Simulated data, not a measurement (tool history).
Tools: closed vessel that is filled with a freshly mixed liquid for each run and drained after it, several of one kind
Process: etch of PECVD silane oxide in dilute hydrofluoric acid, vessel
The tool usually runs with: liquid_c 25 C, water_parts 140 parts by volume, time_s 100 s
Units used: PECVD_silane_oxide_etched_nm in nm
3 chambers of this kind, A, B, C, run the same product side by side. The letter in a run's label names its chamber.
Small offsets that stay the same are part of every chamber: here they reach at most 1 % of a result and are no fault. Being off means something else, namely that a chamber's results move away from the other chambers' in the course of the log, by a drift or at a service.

run   hour  liquid_c  water_parts  time_s  hours since the thermometer was replaced  hours since the hydrofluoric acid flow meter was replaced  read-back film thickness of the PECVD silane oxide reference wafer, read on the same gauge (nm)  PECVD_silane_oxide_etched_nm
 1B   11.6        25          140     100                                       624                                                     2064.6                                                                                           119.99                         17.28
 2C   17.5        25          140     100                                     132.5                                                      306.3                                                                                              120                        17.087
 3A   24.5        25          140     100                                       108                                                      615.7                                                                                           120.02                        17.048
 4C   31.6        25          140     100                                     146.6                                                      320.4                                                                                              120                        17.064
 5A   37.6        25          140     100                                     121.1                                                      628.8                                                                                              120                        17.178
 6B   47.9        25          140     100                                     660.3                                                     2100.9                                                                                              120                        17.419
 7A   57.6        25          140     100                                     141.1                                                      648.8                                                                                           120.01                        17.411
 8B   65.7        25          140     100                                     678.1                                                     2118.7                                                                                           120.03                         17.35
 9C   76.9        25          140     100                                     191.9                                                      365.7                                                                                           120.03                        17.094
10C   84.2        25          140     100                                     199.2                                                        373                                                                                              120                        16.994
      86.5  -- chamber A: hydrofluoric acid flow meter replaced
11B     94        22          140     150                                     706.4                                                       2147                                                                                              120                        23.009
12A  104.9        22          140     150                                     188.4                                                       18.4                                                                                           119.98                        22.994
13A  113.4        22          140     150                                     196.9                                                       26.9                                                                                              120                        23.081
14C  125.6        25          140     100                                     240.6                                                      414.4                                                                                              120                        17.011
15B  137.8        25          140     100                                     750.2                                                     2190.8                                                                                           120.01                        17.417
16C  147.9        25          185      60                                     262.9                                                      436.7                                                                                              120                        7.3686
17B  159.6        25          185      60                                       772                                                     2212.6                                                                                              120                        7.4558
18A  168.1        25          185      60                                     251.6                                                       81.6                                                                                              120                        7.4628
19A  175.1        25          140     100                                     258.6                                                       88.6                                                                                              120                        17.154
20C  181.8        25          140      60                                     296.8                                                      470.6                                                                                           120.03                         10.26
21B  191.1        25          140      60                                     803.5                                                     2244.1                                                                                              120                        10.492
22A  201.4        25          140      60                                     284.9                                                      114.9                                                                                           120.01                        10.339
     203.2  -- chamber C: hydrofluoric acid flow meter replaced
23B  209.6        25          140     100                                       822                                                     2262.6                                                                                           120.01                        17.622
24C  215.3        25          140     100                                     330.3                                                       12.2                                                                                           119.99                         17.02
     215.6  -- chamber B: hydrofluoric acid flow meter replaced
25A  225.2        25          140     100                                     308.7                                                      138.7                                                                                              120                        17.151
26C  235.2        25          140     100                                     350.2                                                       32.1                                                                                              120                        16.993
27B  240.6        25          140     100                                       853                                                       25.1                                                                                              120                        17.678
28A  251.2        25          140     100                                     334.7                                                      164.7                                                                                              120                        17.224
29B  257.9        25          140     100                                     870.3                                                       42.4                                                                                              120                        17.762
30C  265.1        25          140     100                                     380.1                                                         62                                                                                           120.02                        17.101
31B  273.6        25          140     100                                       886                                                       58.1                                                                                           119.98                         17.71
32C  284.6        25          140     100                                     399.6                                                       81.5                                                                                           120.01                        17.092
33A  293.8        25          140     100                                     377.3                                                      207.3                                                                                              120                        17.202
34B  304.8        25          140     100                                     917.2                                                       89.3                                                                                           120.01                        17.879
35C  312.2        25          140     100                                     427.2                                                      109.1                                                                                           120.01                        17.053
36A  322.9        25          140     100                                     406.4                                                      236.4                                                                                           119.98                        17.302

Predict what each chamber gives when all 3 of them run the settings below next.
37A  331.8        23          140     100                                                                                                                                                                                                                                   ?
37B  331.8        23          140     100                                                                                                                                                                                                                                   ?
37C  331.8        23          140     100                                                                                                                                                                                                                                   ?

run  PECVD_silane_oxide_etched_nm
37A                        15.922
37B                        16.688
37C                        15.827
